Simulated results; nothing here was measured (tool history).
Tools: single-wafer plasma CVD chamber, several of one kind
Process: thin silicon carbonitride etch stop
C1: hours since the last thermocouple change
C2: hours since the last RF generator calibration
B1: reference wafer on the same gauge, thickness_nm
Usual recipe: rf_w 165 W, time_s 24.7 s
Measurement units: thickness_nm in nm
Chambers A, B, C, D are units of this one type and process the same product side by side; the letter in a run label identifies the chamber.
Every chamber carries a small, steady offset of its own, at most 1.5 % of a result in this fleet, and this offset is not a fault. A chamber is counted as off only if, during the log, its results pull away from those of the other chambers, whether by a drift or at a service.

Run 1D, hour 8.1: usual settings; C1 829.7; C2 1189.6; B1 11.498. Result: thickness_nm 13.234 nm.
Run 2B, hour 14.5: usual settings; C1 708.6; C2 946.6; B1 11.500. Result: thickness_nm 13.283 nm.
Run 3C, hour 20.1: usual settings; C1 387.0; C2 489.0; B1 11.495. Result: thickness_nm 13.105 nm.
Run 4A, hour 26.1: usual settings; C1 280.6; C2 178.9; B1 11.498. Result: thickness_nm 13.241 nm.
Run 5D, hour 31.9: usual settings; C1 853.5; C2 1213.4; B1 11.495. Result: thickness_nm 13.244 nm.
Run 6C, hour 36.3: usual settings; C1 403.2; C2 505.2; B1 11.490. Result: thickness_nm 13.087 nm.
Run 7B, hour 43.8: usual settings but time_s 23.0 s; C1 737.9; C2 975.9; B1 11.491. Result: thickness_nm 12.361 nm.
Run 8A, hour 51.8: usual settings but time_s 23.0 s; C1 306.3; C2 204.6; B1 11.491. Result: thickness_nm 12.351 nm.
Run 9C, hour 61.2: usual settings but time_s 23.0 s; C1 428.1; C2 530.1; B1 11.491. Result: thickness_nm 12.180 nm.
Run 10D, hour 68.6: usual settings but time_s 23.0 s; C1 890.2; C2 1250.1; B1 11.487. Result: thickness_nm 12.322 nm.
Run 11B, hour 73.3: usual settings; C1 767.4; C2 1005.4; B1 11.486. Result: thickness_nm 13.249 nm.
Run 12A, hour 78.5: usual settings; C1 333.0; C2 231.3; B1 11.486. Result: thickness_nm 13.224 nm.
Run 13A, hour 84.5: usual settings but rf_w 140 W, time_s 22.6 s; C1 339.0; C2 237.3; B1 11.489. Result: thickness_nm 11.552 nm.
Run 14D, hour 92.4: usual settings but rf_w 140 W, time_s 22.6 s; C1 914.0; C2 1273.9; B1 11.486. Result: thickness_nm 11.509 nm.
Run 15B, hour 101.0: usual settings but rf_w 140 W, time_s 22.6 s; C1 795.1; C2 1033.1; B1 11.482. Result: thickness_nm 11.537 nm.
Run 16C, hour 105.2: usual settings but rf_w 140 W, time_s 22.6 s; C1 472.1; C2 574.1; B1 11.484. Result: thickness_nm 11.396 nm.
Run 17C, hour 113.5: usual settings; C1 480.4; C2 582.4; B1 11.480. Result: thickness_nm 13.061 nm.
Run 18D, hour 122.8: usual settings; C1 944.4; C2 1304.3; B1 11.481. Result: thickness_nm 13.209 nm.
Run 19B, hour 127.4: usual settings; C1 821.5; C2 1059.5; B1 11.480. Result: thickness_nm 13.263 nm.
Run 20A, hour 135.5: usual settings; C1 390.0; C2 288.3; B1 11.475. Result: thickness_nm 13.247 nm.
Run 21B, hour 141.0: usual settings; C1 835.1; C2 1073.1; B1 11.477. Result: thickness_nm 13.252 nm.
Run 22A, hour 147.9: usual settings; C1 402.4; C2 300.7; B1 11.475. Result: thickness_nm 13.230 nm.
Run 23C, hour 155.0: usual settings but time_s 22.3 s; C1 521.9; C2 623.9; B1 11.473. Result: thickness_nm 11.799 nm.
Run 24D, hour 162.8: usual settings but time_s 22.3 s; C1 984.4; C2 1344.3; B1 11.476. Result: thickness_nm 11.905 nm.
Run 25A, hour 168.5: usual settings but time_s 22.3 s; C1 423.0; C2 321.3; B1 11.473. Result: thickness_nm 11.933 nm.
Run 26D, hour 174.8: usual settings but time_s 22.3 s; C1 996.4; C2 1356.3; B1 11.471. Result: thickness_nm 11.919 nm.
Run 27C, hour 183.2: usual settings; C1 550.1; C2 652.1; B1 11.469. Result: thickness_nm 13.075 nm.
Run 28B, hour 189.6: usual settings; C1 883.7; C2 1121.7; B1 11.468. Result: thickness_nm 13.237 nm.
Run 29D, hour 194.7: usual settings; C1 1016.3; C2 1376.2; B1 11.467. Result: thickness_nm 13.200 nm.
Run 30A, hour 201.0: usual settings; C1 455.5; C2 353.8; B1 11.466. Result: thickness_nm 13.244 nm.
Run 31B, hour 207.8: usual settings; C1 901.9; C2 1139.9; B1 11.465. Result: thickness_nm 13.242 nm.
Run 32C, hour 213.6: usual settings; C1 580.5; C2 682.5; B1 11.463. Result: thickness_nm 13.063 nm.
Run 33A, hour 219.6: usual settings; C1 474.1; C2 372.4; B1 11.463. Result: thickness_nm 13.231 nm.
Run 34D, hour 224.0: usual settings; C1 1045.6; C2 1405.5; B1 11.466. Result: thickness_nm 13.184 nm.
Run 35C, hour 231.9: usual settings; C1 598.8; C2 700.8; B1 11.459. Result: thickness_nm 13.058 nm.
Run 36B, hour 239.8: usual settings; C1 933.9; C2 1171.9; B1 11.460. Result: thickness_nm 13.239 nm.
Run 37B, hour 249.3: usual settings; C1 943.4; C2 1181.4; B1 11.459. Result: thickness_nm 13.218 nm.
Run 38A, hour 258.7: usual settings; C1 513.2; C2 411.5; B1 11.458. Result: thickness_nm 13.217 nm.
Run 39D, hour 267.3: usual settings; C1 1088.9; C2 1448.8; B1 11.455. Result: thickness_nm 13.225 nm.
Run 40C, hour 272.3: usual settings; C1 639.2; C2 741.2; B1 11.454. Result: thickness_nm 13.070 nm.
Run 41D, hour 278.7: usual settings; C1 1100.3; C2 1460.2; B1 11.455. Result: thickness_nm 13.172 nm.
Run 42C, hour 283.1: usual settings; C1 650.0; C2 752.0; B1 11.456. Result: thickness_nm 13.046 nm.

Which is it: a chamber that has drifted or been left off by a service, a gauge drift common to all chambers, or only each chamber's usual small offset? If a chamber is off, name it and its likeliest cause.

Every chamber seems to shift together because the gauge that measures them all drifts; the chambers themselves are fine.
Most likely cause: gauge reads low (%) = 0.412.
